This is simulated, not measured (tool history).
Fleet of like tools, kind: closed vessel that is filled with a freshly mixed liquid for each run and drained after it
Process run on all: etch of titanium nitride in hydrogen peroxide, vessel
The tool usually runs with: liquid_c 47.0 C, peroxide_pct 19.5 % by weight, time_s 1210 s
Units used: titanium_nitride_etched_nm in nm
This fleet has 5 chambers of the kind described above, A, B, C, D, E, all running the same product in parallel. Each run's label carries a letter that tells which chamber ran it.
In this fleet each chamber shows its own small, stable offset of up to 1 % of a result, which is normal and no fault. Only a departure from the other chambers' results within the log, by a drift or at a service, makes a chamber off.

run	hour	liquid_c	peroxide_pct	time_s	hours since the thermometer was replaced	hours since the peroxide flow meter was replaced	hours since the drum of peroxide was connected	read-back film thickness of the titanium nitride reference wafer, read on the same gauge (nm)	titanium_nitride_etched_nm
1B	11.9	47.0	19.5	1210	563.7	269.2	324.6	69.964	50.390
2C	23.0	47.0	19.5	1210	982.1	955.2	61.0	69.993	50.272
# hour 28.2: chamber A: new drum of peroxide connected
3A	35.3	47.0	19.5	1210	1496.6	916.6	7.1	70.011	49.886
4E	48.2	47.0	19.5	1210	1152.7	664.3	826.1	70.002	50.285
5D	60.0	47.0	19.5	1210	358.4	1409.4	107.4	70.012	51.001
6A	66.8	47.0	19.5	1210	1528.1	948.1	38.6	70.021	48.995
# hour 79.1: chamber A: thermometer replaced
7E	79.5	47.0	19.5	1210	1184.0	695.6	857.4	69.970	50.800
8D	91.8	47.0	19.5	1210	390.2	1441.2	139.2	70.005	51.023
9C	102.0	47.0	19.5	1210	1061.1	1034.2	140.0	69.995	50.165
10B	110.2	47.0	19.5	1210	662.0	367.5	422.9	69.994	49.816
11D	122.9	47.0	19.5	1210	421.3	1472.3	170.3	69.971	51.193
12B	134.1	47.0	24.5	545	685.9	391.4	446.8	70.017	23.811
13A	140.2	47.0	24.5	545	61.1	1021.5	112.0	70.019	23.304
14E	147.6	47.0	24.5	545	1252.1	763.7	925.5	70.004	24.214
15C	155.1	47.0	24.5	545	1114.2	1087.3	193.1	70.010	23.630
16B	165.6	47.0	24.5	545	717.4	422.9	478.3	69.967	23.292
17C	173.8	47.0	19.5	1210	1132.9	1106.0	211.8	69.963	50.196
18E	184.4	53.5	19.5	1210	1288.9	800.5	962.3	70.024	81.751
19A	195.3	53.5	19.5	1210	116.2	1076.6	167.1	69.954	80.317
20D	205.7	53.5	19.5	1210	504.1	1555.1	253.1	70.043	79.799
21B	218.6	53.5	19.5	1210	770.4	475.9	531.3	70.000	77.324
22D	231.2	53.5	19.5	1210	529.6	1580.6	278.6	70.016	80.489
23C	242.3	47.0	19.5	1210	1201.4	1174.5	280.3	70.000	49.338
24A	254.8	47.0	19.5	1210	175.7	1136.1	226.6	70.005	50.161
25E	263.1	47.0	19.5	1210	1367.6	879.2	1041.0	69.991	51.174
# hour 264.8: chamber C: peroxide flow meter replaced
26B	270.7	47.0	19.5	1210	822.5	528.0	583.4	70.000	47.922
27A	278.9	47.0	19.5	1210	199.8	1160.2	250.7	69.984	50.434
28C	285.4	47.0	19.5	1540	1244.5	20.7	323.4	69.956	63.467
29E	294.7	47.0	19.5	1540	1399.2	910.8	1072.6	70.007	65.367
30D	304.7	47.0	19.5	1540	603.1	1654.1	352.1	70.006	64.592
31B	312.3	47.0	19.5	1540	864.1	569.6	625.0	70.026	59.754
32C	319.0	47.0	19.5	1540	1278.1	54.3	357.0	69.998	63.711
33E	326.2	47.0	19.5	1210	1430.7	942.3	1104.1	69.980	50.388
34A	338.9	47.0	19.5	1210	259.8	1220.2	310.7	70.003	49.451
35D	345.4	47.0	19.5	1210	643.8	1694.8	392.8	70.019	50.835
# hour 354.2: chamber D: new drum of peroxide connected
36B	356.5	47.0	19.5	1210	908.3	613.8	669.2	69.985	45.682
# hour 358.0: chamber A: new drum of peroxide connected
37D	365.9	47.0	19.5	1210	664.3	1715.3	11.7	70.009	50.774
38E	375.4	47.0	19.5	1210	1479.9	991.5	1153.3	70.004	50.638
39C	384.3	47.0	19.5	1210	1343.4	119.6	422.3	70.015	50.290
40A	397.0	47.0	19.5	1210	317.9	1278.3	39.1	69.993	49.923
41A	405.6	47.0	19.5	1210	326.5	1286.9	47.7	69.985	50.155
42D	414.9	37.5	14.0	1210	713.3	1764.3	60.7	69.955	23.032
43C	422.3	37.5	14.0	1210	1381.4	157.6	460.3	69.989	22.802
# hour 427.1: chamber B: peroxide flow meter replaced
44B	428.7	37.5	14.0	1210	980.5	1.7	741.4	69.982	20.578

Read the log: is a single chamber off, either drifting away or since a service, is the gauge that measures every chamber drifting, or is nothing wrong beyond small per-chamber offsets? Name any odd chamber and what most likely caused it.

Chamber B drifts away from the others.
What lies behind it: liquid colder than its thermometer reads (K) = 1.41.

Chamber B could run next with any of the 4 candidate recipes listed below; each alters the usual settings, and their results appear as question marks. Which one brings its results back in line with what the other chambers deliver on the usual settings?
Allowed miss from the other chambers' usual-settings mean, per result, to count as in line: titanium_nitride_etched_nm 1.400 nm
45B-1	438.4	46.5	19.5	1185					?
45B-2	438.4	47.0	19.5	1330					?
45B-3	438.4	47.0	12.0	1210					?
45B-4	438.4	47.5	19.5	1235					?

The mean the other chambers reach with the usual settings: titanium_nitride_etched_nm 50.420 nm
run	titanium_nitride_etched_nm
45B-1	42.900
45B-2	49.973
45B-3	41.096
45B-4	48.156
It is 45B-2 that realigns the chamber with its peers.
